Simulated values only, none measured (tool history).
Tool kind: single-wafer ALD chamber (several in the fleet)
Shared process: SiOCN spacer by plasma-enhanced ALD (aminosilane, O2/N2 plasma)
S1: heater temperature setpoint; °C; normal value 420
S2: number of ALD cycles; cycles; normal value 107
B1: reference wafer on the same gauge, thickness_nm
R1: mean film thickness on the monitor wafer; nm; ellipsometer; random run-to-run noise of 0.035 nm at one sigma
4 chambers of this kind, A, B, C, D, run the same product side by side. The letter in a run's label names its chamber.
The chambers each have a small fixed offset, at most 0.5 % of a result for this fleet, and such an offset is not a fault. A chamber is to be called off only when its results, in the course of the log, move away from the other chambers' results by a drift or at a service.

{"run": "1B", "hour": 3.4, "S1": 420, "S2": 107, "B1": 7.0033, "R1": 6.0838}
{"run": "2D", "hour": 8.4, "S1": 420, "S2": 107, "B1": 6.9984, "R1": 6.0478}
{"run": "3A", "hour": 12.5, "S1": 420, "S2": 107, "B1": 7.0118, "R1": 6.1083}
{"run": "4C", "hour": 19.3, "S1": 420, "S2": 107, "B1": 7.0053, "R1": 6.0744}
{"run": "5B", "hour": 23.6, "S1": 412, "S2": 120, "B1": 7.0104, "R1": 6.9049}
{"run": "6D", "hour": 28.3, "S1": 412, "S2": 120, "B1": 7.0152, "R1": 6.8836}
{"run": "7C", "hour": 34.6, "S1": 412, "S2": 120, "B1": 7.0195, "R1": 6.9836}
{"run": "8A", "hour": 38.5, "S1": 412, "S2": 120, "B1": 7.0076, "R1": 6.9566}
{"run": "9D", "hour": 43.9, "S1": 420, "S2": 117, "B1": 7.0016, "R1": 6.5358}
{"run": "10A", "hour": 50.8, "S1": 420, "S2": 117, "B1": 6.9987, "R1": 6.643}
{"run": "11B", "hour": 54.9, "S1": 420, "S2": 117, "B1": 7.0019, "R1": 6.5996}
{"run": "12C", "hour": 59.0, "S1": 420, "S2": 117, "B1": 7.0194, "R1": 6.6315}
{"run": "13B", "hour": 63.8, "S1": 409, "S2": 126, "B1": 7.0127, "R1": 7.4097}
{"run": "14D", "hour": 69.5, "S1": 409, "S2": 126, "B1": 6.9976, "R1": 7.3247}
{"run": "15A", "hour": 72.8, "S1": 409, "S2": 126, "B1": 7.0074, "R1": 7.3648}
{"run": "16C", "hour": 76.1, "S1": 409, "S2": 126, "B1": 7.0117, "R1": 7.3827}
{"run": "17D", "hour": 80.8, "S1": 420, "S2": 107, "B1": 7.0044, "R1": 6.0931}
{"run": "18A", "hour": 85.4, "S1": 420, "S2": 107, "B1": 7.0075, "R1": 6.0603}
{"run": "19C", "hour": 92.5, "S1": 420, "S2": 107, "B1": 7.0034, "R1": 6.0804}
{"run": "20B", "hour": 99.3, "S1": 420, "S2": 107, "B1": 7.0087, "R1": 6.0669}
{"run": "21A", "hour": 104.3, "S1": 420, "S2": 91, "B1": 7.0132, "R1": 5.1252}
{"run": "22B", "hour": 108.7, "S1": 420, "S2": 91, "B1": 7.0176, "R1": 5.1247}
{"run": "23D", "hour": 113.0, "S1": 420, "S2": 91, "B1": 7.011, "R1": 5.128}
{"run": "24C", "hour": 116.3, "S1": 420, "S2": 91, "B1": 7.0156, "R1": 5.1271}
{"run": "25B", "hour": 119.8, "S1": 420, "S2": 107, "B1": 7.0071, "R1": 6.0491}
{"run": "26D", "hour": 126.9, "S1": 420, "S2": 107, "B1": 7.0161, "R1": 6.0616}
{"run": "27A", "hour": 132.3, "S1": 420, "S2": 107, "B1": 7.0027, "R1": 6.1221}
{"run": "28C", "hour": 138.5, "S1": 420, "S2": 107, "B1": 7.0229, "R1": 6.0232}
{"run": "29B", "hour": 143.3, "S1": 420, "S2": 107, "B1": 7.0117, "R1": 6.0156}
{"run": "30D", "hour": 148.2, "S1": 420, "S2": 107, "B1": 7.0013, "R1": 6.0559}
{"run": "31A", "hour": 151.7, "S1": 420, "S2": 107, "B1": 7.006, "R1": 6.0397}
{"run": "32C", "hour": 157.0, "S1": 429, "S2": 90, "B1": 7.0055, "R1": 4.955}
{"run": "33B", "hour": 163.2, "S1": 429, "S2": 90, "B1": 7.012, "R1": 4.9383}
{"run": "34C", "hour": 167.8, "S1": 429, "S2": 90, "B1": 7.0076, "R1": 4.9525}
{"run": "35A", "hour": 172.6, "S1": 429, "S2": 90, "B1": 7.0177, "R1": 5.0332}
{"run": "36D", "hour": 179.5, "S1": 420, "S2": 107, "B1": 7.0046, "R1": 6.1114}
{"run": "37D", "hour": 185.2, "S1": 420, "S2": 107, "B1": 7.0074, "R1": 6.0013}
{"run": "38B", "hour": 191.7, "S1": 420, "S2": 107, "B1": 7.0162, "R1": 6.0765}
{"run": "39C", "hour": 198.9, "S1": 420, "S2": 107, "B1": 7.0136, "R1": 6.0647}

Next, all 4 chambers run the settings below, one line each with question marks for the results. What does each chamber give?
{"run": "40A", "hour": 204.0, "S1": 420, "S2": 107, "R1": "?"}
{"run": "40B", "hour": 204.0, "S1": 420, "S2": 107, "R1": "?"}
{"run": "40C", "hour": 204.0, "S1": 420, "S2": 107, "R1": "?"}
{"run": "40D", "hour": 204.0, "S1": 420, "S2": 107, "R1": "?"}

run=40A R1=6.0699
run=40B R1=6.0123
run=40C R1=6.0361
run=40D R1=6.0101

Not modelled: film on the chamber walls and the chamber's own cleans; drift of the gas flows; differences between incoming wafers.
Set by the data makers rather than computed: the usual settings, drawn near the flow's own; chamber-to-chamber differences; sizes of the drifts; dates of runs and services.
